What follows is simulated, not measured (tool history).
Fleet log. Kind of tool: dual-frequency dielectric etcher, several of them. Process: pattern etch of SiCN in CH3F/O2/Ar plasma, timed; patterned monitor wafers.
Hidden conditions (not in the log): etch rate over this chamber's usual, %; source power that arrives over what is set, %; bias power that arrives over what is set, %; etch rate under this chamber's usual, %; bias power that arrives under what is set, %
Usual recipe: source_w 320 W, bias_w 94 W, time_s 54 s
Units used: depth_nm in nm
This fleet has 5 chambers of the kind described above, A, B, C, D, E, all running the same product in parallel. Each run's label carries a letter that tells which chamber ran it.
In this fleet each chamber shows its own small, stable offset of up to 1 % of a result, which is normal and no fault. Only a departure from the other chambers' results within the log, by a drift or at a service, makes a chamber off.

run	hour	source_w	bias_w	time_s	hours since the last wet clean	hours since the last source power generator calibration	hours since the last bias power generator calibration	read-back reference wafer on the same gauge, depth_nm	depth_nm
1E	6.9	320	94	54	377.2	249.7	1563.5	21.977	20.681
2C	14.5	320	94	54	371.5	3469.4	323.3	22.001	20.263
3D	21.5	320	94	54	275.4	4138.5	1184.6	21.998	20.552
4B	29.4	320	94	54	299.5	800	1904.8	22.023	20.499
5A	36.8	320	94	54	81.3	1046.9	4377.1	21.993	20.519
6E	47.8	320	94	54	418.1	290.6	1604.4	22.002	20.658
7A	58.4	320	94	54	102.9	1068.5	4398.7	21.988	20.416
8C	63.8	320	94	54	420.8	3518.7	372.6	22.019	20.332
9B	74.8	400	94	54	344.9	845.4	1950.2	21.978	22.307
10D	84.5	400	94	54	338.4	4201.5	1247.6	22.001	22.26
11B	95.7	400	94	54	365.8	866.3	1971.1	21.992	22.359
12E	100.8	400	94	54	471.1	343.6	1657.4	21.998	22.46
13A	106.7	400	94	54	151.2	1116.8	4447	22.006	22.142
14D	116.8	320	94	54	370.7	4233.8	1279.9	22.018	20.465
15C	124.3	250	94	54	481.3	3579.2	433.1	22.004	18.699
16E	130.7	250	94	54	501	373.5	1687.3	21.985	18.752
17C	137.3	250	94	54	494.3	3592.2	446.1	21.975	18.535
18B	144.4	250	94	54	414.5	915	2019.8	21.976	18.976
19D	155.2	250	94	54	409.1	4272.2	1318.3	21.996	18.795
20A	160.1	320	94	54	204.6	1170.2	4500.4	22.015	20.4
21E	169.2	320	94	54	539.5	412	1725.8	21.992	20.694
# hour 176.7: chamber E: wet clean of the chamber
22C	179.7	320	94	54	536.7	3634.6	488.5	22.002	20.351
23D	190.8	320	94	54	444.7	4307.8	1353.9	21.99	20.601
24A	196.6	320	94	45.5	241.1	1206.7	4536.9	21.98	17.137
# hour 202.3: chamber B: wet clean of the chamber
25B	204.6	320	94	45.5	2.4	975.2	2080	21.993	17.432
26E	214	320	94	45.5	37.4	456.8	1770.6	21.976	16.68
27B	220.1	320	94	45.5	17.9	990.7	2095.5	21.997	17.559
# hour 222.8: chamber C: source power generator calibrated
28C	228.9	320	94	45.5	585.9	6.2	537.7	22.013	17.207
29D	234.9	320	94	54	488.8	4351.9	1398	21.991	20.555
# hour 236.9: chamber D: wet clean of the chamber
30A	240.6	320	94	54	285.1	1250.7	4580.9	21.986	20.289
31A	246.2	370	85	54	290.7	1256.3	4586.5	21.999	20.758
32E	251.9	370	85	54	75.3	494.7	1808.5	22	20.207
33C	258.5	370	85	54	615.5	35.8	567.3	22.002	20.646
34B	264.5	370	85	54	62.3	1035.1	2139.9	21.994	20.888
35D	271	370	85	54	34.1	4388	1434.1	21.986	20.805
# hour 273.2: chamber C: wet clean of the chamber
36B	280.1	320	94	54	77.9	1050.7	2155.5	22.003	20.647
37D	290.5	320	94	54	53.6	4407.5	1453.6	22.005	20.622
38A	295.5	290	94	54	340	1305.6	4635.8	22.012	19.499
39C	306.8	290	94	54	33.7	84.1	615.6	22.011	19.709

Read the log: is a single chamber off, either drifting away or since a service, is the gauge that measures every chamber drifting, or is nothing wrong beyond small per-chamber offsets? Name any odd chamber and what most likely caused it.

The work done on chamber E during a service left it standing apart from the others.
Likeliest cause: etch rate under this chamber's usual, % = 4.6.

Here are 4 candidates for chamber E's next run, each the usual settings with a change, their results left as question marks. Which one brings its results back in line with what the others give on the usual settings?
In-line tolerance around the mean of the other chambers on the usual settings: depth_nm 0.26 nm
40E-1	314.9	320	93	51					?
40E-2	314.9	320	95	56					?
40E-3	314.9	320	95	57					?
40E-4	314.9	320	94	52					?

Usual-settings mean across the other chambers: depth_nm 20.5 nm
run	depth_nm
40E-1	18.574
40E-2	20.558
40E-3	20.925
40E-4	19.014
The answer is 40E-2, which returns the chamber to within the allowed miss of the others.

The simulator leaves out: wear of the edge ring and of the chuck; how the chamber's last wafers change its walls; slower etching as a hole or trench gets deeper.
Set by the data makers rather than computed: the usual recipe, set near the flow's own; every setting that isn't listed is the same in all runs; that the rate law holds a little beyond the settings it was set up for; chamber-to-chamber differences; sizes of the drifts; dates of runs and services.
